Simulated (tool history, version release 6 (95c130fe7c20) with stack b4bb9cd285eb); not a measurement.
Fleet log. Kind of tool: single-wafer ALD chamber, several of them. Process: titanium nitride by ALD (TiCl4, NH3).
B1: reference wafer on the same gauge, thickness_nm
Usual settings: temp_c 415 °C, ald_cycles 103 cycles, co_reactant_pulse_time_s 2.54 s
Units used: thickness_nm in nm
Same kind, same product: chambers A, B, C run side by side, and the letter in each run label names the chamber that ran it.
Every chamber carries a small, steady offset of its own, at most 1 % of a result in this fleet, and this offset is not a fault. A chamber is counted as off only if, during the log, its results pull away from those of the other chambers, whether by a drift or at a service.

{"run": "1A", "hour": 7.4, "temp_c": 415, "ald_cycles": 103, "co_reactant_pulse_time_s": 2.54, "B1": 2.2194, "thickness_nm": 2.3206}
{"run": "2C", "hour": 14.3, "temp_c": 415, "ald_cycles": 103, "co_reactant_pulse_time_s": 2.54, "B1": 2.2182, "thickness_nm": 2.3032}
{"run": "3B", "hour": 19.1, "temp_c": 415, "ald_cycles": 103, "co_reactant_pulse_time_s": 2.54, "B1": 2.2187, "thickness_nm": 2.3075}
{"run": "4A", "hour": 24.0, "temp_c": 415, "ald_cycles": 103, "co_reactant_pulse_time_s": 2.54, "B1": 2.2191, "thickness_nm": 2.3125}
{"run": "5B", "hour": 28.6, "temp_c": 415, "ald_cycles": 103, "co_reactant_pulse_time_s": 2.54, "B1": 2.2192, "thickness_nm": 2.3167}
{"run": "6C", "hour": 35.4, "temp_c": 407, "ald_cycles": 103, "co_reactant_pulse_time_s": 2.22, "B1": 2.2172, "thickness_nm": 2.2843}
{"run": "7C", "hour": 41.0, "temp_c": 407, "ald_cycles": 103, "co_reactant_pulse_time_s": 2.22, "B1": 2.2183, "thickness_nm": 2.2802}
{"run": "8A", "hour": 45.2, "temp_c": 407, "ald_cycles": 103, "co_reactant_pulse_time_s": 2.22, "B1": 2.2172, "thickness_nm": 2.297}
{"run": "9B", "hour": 52.4, "temp_c": 415, "ald_cycles": 103, "co_reactant_pulse_time_s": 2.54, "B1": 2.2173, "thickness_nm": 2.3134}
{"run": "10C", "hour": 59.9, "temp_c": 415, "ald_cycles": 103, "co_reactant_pulse_time_s": 2.54, "B1": 2.216, "thickness_nm": 2.2945}
{"run": "11A", "hour": 64.1, "temp_c": 415, "ald_cycles": 103, "co_reactant_pulse_time_s": 2.54, "B1": 2.2158, "thickness_nm": 2.3122}
{"run": "12B", "hour": 68.3, "temp_c": 408, "ald_cycles": 103, "co_reactant_pulse_time_s": 3.43, "B1": 2.216, "thickness_nm": 2.3273}
{"run": "13A", "hour": 74.8, "temp_c": 408, "ald_cycles": 103, "co_reactant_pulse_time_s": 3.43, "B1": 2.2161, "thickness_nm": 2.3333}
{"run": "14C", "hour": 80.4, "temp_c": 408, "ald_cycles": 103, "co_reactant_pulse_time_s": 3.43, "B1": 2.2159, "thickness_nm": 2.3094}
{"run": "15B", "hour": 84.5, "temp_c": 415, "ald_cycles": 103, "co_reactant_pulse_time_s": 2.54, "B1": 2.2148, "thickness_nm": 2.3031}
{"run": "16A", "hour": 91.6, "temp_c": 415, "ald_cycles": 103, "co_reactant_pulse_time_s": 2.54, "B1": 2.2146, "thickness_nm": 2.303}
{"run": "17C", "hour": 99.7, "temp_c": 415, "ald_cycles": 103, "co_reactant_pulse_time_s": 2.54, "B1": 2.2144, "thickness_nm": 2.2935}
{"run": "18B", "hour": 105.1, "temp_c": 415, "ald_cycles": 103, "co_reactant_pulse_time_s": 2.54, "B1": 2.2145, "thickness_nm": 2.3117}
{"run": "19C", "hour": 109.8, "temp_c": 415, "ald_cycles": 103, "co_reactant_pulse_time_s": 2.54, "B1": 2.2145, "thickness_nm": 2.2949}
{"run": "20A", "hour": 116.9, "temp_c": 415, "ald_cycles": 103, "co_reactant_pulse_time_s": 2.54, "B1": 2.2139, "thickness_nm": 2.3065}
{"run": "21B", "hour": 124.6, "temp_c": 415, "ald_cycles": 103, "co_reactant_pulse_time_s": 2.54, "B1": 2.2134, "thickness_nm": 2.3119}
{"run": "22A", "hour": 130.5, "temp_c": 415, "ald_cycles": 103, "co_reactant_pulse_time_s": 2.54, "B1": 2.2132, "thickness_nm": 2.3074}
{"run": "23C", "hour": 135.2, "temp_c": 415, "ald_cycles": 103, "co_reactant_pulse_time_s": 2.54, "B1": 2.2121, "thickness_nm": 2.2873}
{"run": "24B", "hour": 140.2, "temp_c": 424, "ald_cycles": 103, "co_reactant_pulse_time_s": 3.01, "B1": 2.2123, "thickness_nm": 2.3282}
{"run": "25C", "hour": 145.4, "temp_c": 424, "ald_cycles": 103, "co_reactant_pulse_time_s": 3.01, "B1": 2.2115, "thickness_nm": 2.3083}
{"run": "26A", "hour": 149.4, "temp_c": 424, "ald_cycles": 103, "co_reactant_pulse_time_s": 3.01, "B1": 2.2112, "thickness_nm": 2.322}
{"run": "27B", "hour": 156.0, "temp_c": 415, "ald_cycles": 121, "co_reactant_pulse_time_s": 3.5, "B1": 2.2106, "thickness_nm": 2.7338}
{"run": "28A", "hour": 162.3, "temp_c": 415, "ald_cycles": 121, "co_reactant_pulse_time_s": 3.5, "B1": 2.2103, "thickness_nm": 2.7258}
{"run": "29B", "hour": 166.4, "temp_c": 415, "ald_cycles": 121, "co_reactant_pulse_time_s": 3.5, "B1": 2.2112, "thickness_nm": 2.7344}
{"run": "30C", "hour": 171.8, "temp_c": 415, "ald_cycles": 103, "co_reactant_pulse_time_s": 2.54, "B1": 2.2108, "thickness_nm": 2.2899}
{"run": "31C", "hour": 177.9, "temp_c": 415, "ald_cycles": 103, "co_reactant_pulse_time_s": 2.54, "B1": 2.2094, "thickness_nm": 2.288}
{"run": "32B", "hour": 184.3, "temp_c": 415, "ald_cycles": 103, "co_reactant_pulse_time_s": 2.54, "B1": 2.21, "thickness_nm": 2.3107}
{"run": "33A", "hour": 191.7, "temp_c": 419, "ald_cycles": 90, "co_reactant_pulse_time_s": 2.54, "B1": 2.2086, "thickness_nm": 2.0103}
{"run": "34B", "hour": 197.9, "temp_c": 419, "ald_cycles": 90, "co_reactant_pulse_time_s": 2.54, "B1": 2.2086, "thickness_nm": 2.0115}
{"run": "35C", "hour": 201.6, "temp_c": 419, "ald_cycles": 90, "co_reactant_pulse_time_s": 2.54, "B1": 2.2088, "thickness_nm": 2.0002}
{"run": "36A", "hour": 209.5, "temp_c": 415, "ald_cycles": 103, "co_reactant_pulse_time_s": 2.54, "B1": 2.2083, "thickness_nm": 2.3034}
{"run": "37B", "hour": 216.1, "temp_c": 415, "ald_cycles": 103, "co_reactant_pulse_time_s": 2.54, "B1": 2.2078, "thickness_nm": 2.3016}
{"run": "38C", "hour": 220.2, "temp_c": 415, "ald_cycles": 103, "co_reactant_pulse_time_s": 2.54, "B1": 2.2076, "thickness_nm": 2.2805}
{"run": "39A", "hour": 227.5, "temp_c": 415, "ald_cycles": 103, "co_reactant_pulse_time_s": 2.54, "B1": 2.2072, "thickness_nm": 2.3015}
{"run": "40A", "hour": 232.2, "temp_c": 426, "ald_cycles": 103, "co_reactant_pulse_time_s": 2.54, "B1": 2.2061, "thickness_nm": 2.299}
{"run": "41C", "hour": 238.4, "temp_c": 426, "ald_cycles": 103, "co_reactant_pulse_time_s": 2.54, "B1": 2.2061, "thickness_nm": 2.2893}
{"run": "42B", "hour": 244.3, "temp_c": 426, "ald_cycles": 103, "co_reactant_pulse_time_s": 2.54, "B1": 2.2059, "thickness_nm": 2.3052}

Is one chamber out of step, is the gauge drifting, or do the chambers differ by no more than their own small offsets? For an off chamber, give its letter and the likeliest cause.

It is the gauge, not a chamber: its drift shows up in every chamber's results at once, and no chamber is off.
Likeliest cause: gauge reads low (%) = 0.629.
